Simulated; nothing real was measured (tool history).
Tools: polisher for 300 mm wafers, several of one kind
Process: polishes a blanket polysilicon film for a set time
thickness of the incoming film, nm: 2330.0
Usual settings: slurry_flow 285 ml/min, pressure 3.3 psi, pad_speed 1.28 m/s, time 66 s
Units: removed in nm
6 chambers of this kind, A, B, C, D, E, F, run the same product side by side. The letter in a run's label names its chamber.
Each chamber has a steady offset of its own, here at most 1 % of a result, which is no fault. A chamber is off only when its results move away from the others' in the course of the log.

run	day	slurry_flow	pressure	pad_speed	time	wafers polished on this pad	hours since the slurry nozzle was cleaned	hours since the head pressure was calibrated	removed
1C	0.229	285	3.3	1.28	66	81	128.5	1121.2	670.4
# day 0.433: chamber D: worn pad replaced by a new one
2D	0.462	285	3.3	1.28	66	7	348.1	501	672.83
# day 0.596: chamber A: worn pad replaced by a new one
3A	0.788	285	3.3	1.28	66	47	540.2	589	662.44
4B	1.154	285	3.3	1.28	66	1008	211.8	127.4	668.59
# day 1.183: chamber E: slurry nozzle cleaned
5E	1.538	285	3.3	1.28	66	1424	8.6	209.7	664.88
# day 1.646: chamber E: worn pad replaced by a new one
6F	1.925	285	3.3	1.28	66	586	344.1	693.5	659.36
7A	2.221	285	3.3	1.28	66	399	574.6	623.4	659.35
# day 2.233: chamber D: slurry nozzle cleaned
# day 2.375: chamber C: worn pad replaced by a new one
8E	2.454	285	3.3	1.28	66	199	30.6	231.7	661.2
# day 2.633: chamber D: worn pad replaced by a new one
# day 2.671: chamber B: worn pad replaced by a new one
9F	2.762	285	3.3	1.28	66	791	364.2	713.6	653.59
10B	3.058	360	3.3	1.28	66	96	257.5	173.1	683.09
11D	3.425	360	3.3	1.28	66	194	28.7	572.1	677.44
# day 3.492: chamber F: worn pad replaced by a new one
12C	3.679	360	3.3	1.28	66	321	211.3	1204	669.19
# day 3.838: chamber A: worn pad replaced by a new one
13B	3.862	360	3.3	1.28	66	293	276.8	192.4	691.41
14E	4.071	360	3.3	1.28	66	596	69.4	270.5	672.91
15C	4.396	360	3.3	1.28	66	497	228.5	1221.2	680.57
# day 4.408: chamber D: head pressure recalibrated
# day 4.7: chamber D: worn pad replaced by a new one
# day 4.721: chamber A: head pressure recalibrated
# day 4.758: chamber C: worn pad replaced by a new one
16D	4.775	285	3.3	1.28	66	18	61.1	8.9	613.12
17A	5.117	285	3.3	1.28	66	315	644.1	9.6	657.64
18F	5.338	185	3.3	1.5	66	454	426	775.4	731.9
# day 5.433: chamber F: head pressure recalibrated
19F	5.696	185	3.3	1.5	66	542	434.6	6.4	735.78
20B	5.988	185	3.3	1.5	66	816	327.8	243.4	745.18
21D	6.225	185	3.3	1.5	66	375	95.9	43.7	690.26
22A	6.538	185	3.3	1.5	66	664	678.2	43.7	726.07
# day 6.733: chamber B: slurry nozzle cleaned
23C	6.875	185	3.3	1.5	66	520	288	1280.7	740.21
# day 7.029: chamber F: slurry nozzle cleaned
# day 7.083: chamber D: worn pad replaced by a new one
# day 7.104: chamber A: worn pad replaced by a new one
24E	7.192	285	3.3	1.28	66	1363	144.3	345.4	662.93
25F	7.546	285	3.3	1.28	66	997	12.5	50.8	659.08
# day 7.588: chamber B: worn pad replaced by a new one
# day 7.617: chamber F: worn pad replaced by a new one
# day 7.658: chamber C: worn pad replaced by a new one
26B	7.875	285	3.3	1.28	66	70	27.5	288.7	674.66
# day 7.883: chamber E: worn pad replaced by a new one
27C	8.208	285	3.3	1.28	66	136	320	1312.7	668.43
28A	8.617	285	3.3	1.28	66	372	728.1	93.6	656.23
# day 8.729: chamber C: head pressure recalibrated
29E	8.8	285	3.3	1.62	66	225	182.9	384	830.69
# day 9.017: chamber D: worn pad replaced by a new one
30D	9.083	285	3.3	1.62	66	17	164.5	112.3	769.9
31D	9.429	285	3.3	1.62	66	102	172.8	120.6	781.54
32E	9.829	285	3.3	1.62	66	478	207.6	408.7	841
33C	10.012	285	3.3	1.62	66	579	363.3	30.8	841.72
34F	10.417	285	3.3	1.62	66	688	81.4	119.7	842.86
# day 10.471: chamber A: worn pad replaced by a new one
35A	10.7	285	3.3	1.28	66	57	778.1	143.6	654.02
36B	10.904	285	3.3	1.28	66	815	100.2	361.4	676.3
37B	11.204	285	3.3	1.28	66	889	107.4	368.6	683

Is one chamber off against the others, does the gauge drift, or is nothing wrong? If a chamber is off, say which, and what the likeliest cause is.

A service left chamber D off against the others.
Cause: head's pressure below its setpoint, % = 8.44.

Here are 4 candidates for chamber D's next run, each the usual settings with a change, their results left as question marks. Which one brings its results back in line with what the others give on the usual settings?
In line means no further than this from the other chambers' mean on the usual settings: removed 16 nm
38D-1	11.5	285	3.2	1.28	65				?
38D-2	11.5	285	3.3	1.3	67				?
38D-3	11.5	285	3.4	1.32	68				?
38D-4	11.5	285	3.3	1.18	66				?

The other chambers' mean on the usual settings: removed 664.07 nm
run	removed
38D-1	583.3
38D-2	629.77
38D-3	668.72
38D-4	562.93
38D-3 brings the chamber back in line.
